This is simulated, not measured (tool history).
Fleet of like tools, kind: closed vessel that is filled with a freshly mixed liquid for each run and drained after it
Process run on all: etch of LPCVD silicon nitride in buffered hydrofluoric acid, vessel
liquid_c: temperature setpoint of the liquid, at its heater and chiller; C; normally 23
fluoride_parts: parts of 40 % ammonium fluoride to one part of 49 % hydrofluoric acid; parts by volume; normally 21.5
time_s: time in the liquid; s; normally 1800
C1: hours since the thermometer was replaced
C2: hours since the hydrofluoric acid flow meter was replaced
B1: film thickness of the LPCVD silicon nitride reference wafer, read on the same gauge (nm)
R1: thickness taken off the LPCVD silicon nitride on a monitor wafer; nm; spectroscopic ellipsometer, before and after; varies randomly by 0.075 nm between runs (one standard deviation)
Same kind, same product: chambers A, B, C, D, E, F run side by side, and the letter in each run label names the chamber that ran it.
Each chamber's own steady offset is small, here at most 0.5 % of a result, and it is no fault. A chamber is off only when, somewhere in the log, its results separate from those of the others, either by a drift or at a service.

Run 1C, day 0.467: usual settings; C1 529.6; C2 496.7; B1 150.03. Result: R1 12.768 nm.
Run 2B, day 0.746: usual settings; C1 46.6; C2 650.3; B1 149.95. Result: R1 12.477 nm.
Run 3D, day 0.967: usual settings; C1 2274.1; C2 1215.7; B1 149.99. Result: R1 12.502 nm.
Run 4A, day 1.404: usual settings; C1 164.3; C2 54.4; B1 149.98. Result: R1 12.484 nm.
Run 5E, day 1.75: usual settings; C1 311.2; C2 2480.3; B1 150. Result: R1 12.735 nm.
Run 6F, day 2.117: usual settings; C1 798.1; C2 1533.5; B1 149.97. Result: R1 12.75 nm.
Run 7F, day 2.579: usual settings; C1 809.2; C2 1544.6; B1 150.04. Result: R1 12.579 nm.
Run 8D, day 2.933: usual settings; C1 2321.3; C2 1262.9; B1 149.97. Result: R1 12.573 nm.
Run 9E, day 3.388: usual settings; C1 350.5; C2 2519.6; B1 150. Result: R1 12.799 nm.
Run 10C, day 3.642: usual settings but fluoride_parts 28 parts by volume; C1 605.8; C2 572.9; B1 150.01. Result: R1 10.637 nm.
Run 11B, day 4.025: usual settings but fluoride_parts 28 parts by volume; C1 125.3; C2 729; B1 150.03. Result: R1 10.474 nm.
Run 12A, day 4.429: usual settings but fluoride_parts 28 parts by volume; C1 236.9; C2 127; B1 150.04. Result: R1 10.462 nm.
Run 13A, day 4.888: usual settings but fluoride_parts 28 parts by volume; C1 247.9; C2 138; B1 150.04. Result: R1 10.579 nm.
At day 5.038: chamber B: hydrofluoric acid flow meter replaced.
Run 14C, day 5.35: usual settings but fluoride_parts 28 parts by volume; C1 646.8; C2 613.9; B1 149.96. Result: R1 10.671 nm.
Run 15B, day 5.633: usual settings but fluoride_parts 28 parts by volume; C1 163.9; C2 14.3; B1 150.02. Result: R1 10.41 nm.
Run 16F, day 6.079: usual settings; C1 893.2; C2 1628.6; B1 150.04. Result: R1 12.475 nm.
Run 17E, day 6.512: usual settings; C1 425.5; C2 2594.6; B1 149.97. Result: R1 12.901 nm.
Run 18D, day 6.979: usual settings; C1 2418.4; C2 1360; B1 149.97. Result: R1 12.774 nm.
Run 19C, day 7.217: usual settings; C1 691.6; C2 658.7; B1 150.03. Result: R1 12.767 nm.
Run 20F, day 7.658: usual settings; C1 931.1; C2 1666.5; B1 150.03. Result: R1 12.752 nm.
Run 21A, day 8.021: usual settings but liquid_c 28 C, time_s 1020 s; C1 323.1; C2 213.2; B1 150.03. Result: R1 9.3813 nm.
Run 22D, day 8.479: usual settings but liquid_c 28 C, time_s 1020 s; C1 2454.4; C2 1396; B1 150.01. Result: R1 9.5831 nm.
At day 8.488: chamber E: hydrofluoric acid flow meter replaced.
At day 8.671: chamber D: thermometer replaced.
Run 23E, day 8.717: usual settings but liquid_c 28 C, time_s 1020 s; C1 478.4; C2 5.5; B1 150. Result: R1 9.4572 nm.
Run 24B, day 9.079: usual settings but liquid_c 28 C, time_s 1020 s; C1 246.6; C2 97; B1 149.98. Result: R1 9.353 nm.
Run 25C, day 9.504: usual settings but liquid_c 28 C, time_s 1020 s; C1 746.5; C2 713.6; B1 149.99. Result: R1 9.5822 nm.
Run 26A, day 9.983: usual settings but liquid_c 28 C, time_s 1020 s; C1 370.2; C2 260.3; B1 149.95. Result: R1 9.3596 nm.
Run 27F, day 10.25: usual settings; C1 993.3; C2 1728.7; B1 149.97. Result: R1 12.563 nm.
At day 10.633: chamber C: hydrofluoric acid flow meter replaced.
Run 28D, day 10.692: usual settings; C1 48.6; C2 1449.1; B1 150. Result: R1 12.997 nm.
Run 29B, day 10.979: usual settings; C1 292.2; C2 142.6; B1 149.98. Result: R1 12.551 nm.
Run 30E, day 11.217: usual settings; C1 538.4; C2 65.5; B1 150.01. Result: R1 12.69 nm.
Run 31D, day 11.508: usual settings; C1 68.2; C2 1468.7; B1 149.99. Result: R1 13.081 nm.
Run 32B, day 11.908: usual settings; C1 314.5; C2 164.9; B1 150.04. Result: R1 12.6 nm.
Run 33C, day 12.354: usual settings; C1 814.9; C2 41.4; B1 150. Result: R1 12.63 nm.
Run 34F, day 12.625: usual settings; C1 1050.3; C2 1785.7; B1 149.99. Result: R1 12.769 nm.
Run 35E, day 12.938: usual settings; C1 579.7; C2 106.8; B1 149.98. Result: R1 12.698 nm.
Run 36A, day 13.146: usual settings; C1 446.1; C2 336.2; B1 150.02. Result: R1 12.68 nm.
Run 37A, day 13.383: usual settings; C1 451.8; C2 341.9; B1 149.98. Result: R1 12.643 nm.
Run 38F, day 13.667: usual settings; C1 1075.3; C2 1810.7; B1 149.99. Result: R1 12.632 nm.
Run 39C, day 13.975: usual settings; C1 853.8; C2 80.3; B1 150.03. Result: R1 12.63 nm.
Run 40D, day 14.192: usual settings; C1 132.6; C2 1533.1; B1 150.02. Result: R1 13.215 nm.
Run 41E, day 14.617: usual settings; C1 620; C2 147.1; B1 149.98. Result: R1 12.679 nm.
Run 42B, day 15.083: usual settings; C1 390.7; C2 241.1; B1 149.99. Result: R1 12.661 nm.
Run 43B, day 15.333: usual settings; C1 396.7; C2 247.1; B1 149.99. Result: R1 12.66 nm.

One chamber off, gauge drift, or nothing amiss beyond the chambers' own small offsets? If it is a chamber, which one, and what is the likeliest cause?

One chamber, D, drifts off from the rest bit by bit.
What lies behind it: hydrofluoric acid flow above the setpoint (%) = 7.8.

Chamber D could run next with any of the 4 candidate recipes listed below; each alters the usual settings, and their results appear as question marks. Which one brings its results back in line with what the other chambers deliver on the usual settings?
To be in line, a result may differ from the other chambers' mean on the usual settings by at most: R1 0.26 nm
Run 44D-1, day 15.675: usual settings but liquid_c 22 C. Result: R1 ?.
Run 44D-2, day 15.675: usual settings but time_s 1815 s. Result: R1 ?.
Run 44D-3, day 15.675: usual settings but liquid_c 24 C. Result: R1 ?.
Run 44D-4, day 15.675: usual settings but time_s 1780 s. Result: R1 ?.

Average result of the remaining chambers running the usual settings: R1 12.627 nm
  run      R1
44D-1  12.586
44D-2   13.42
44D-3  14.068
44D-4  13.161
It is 44D-1 that realigns the chamber with its peers.
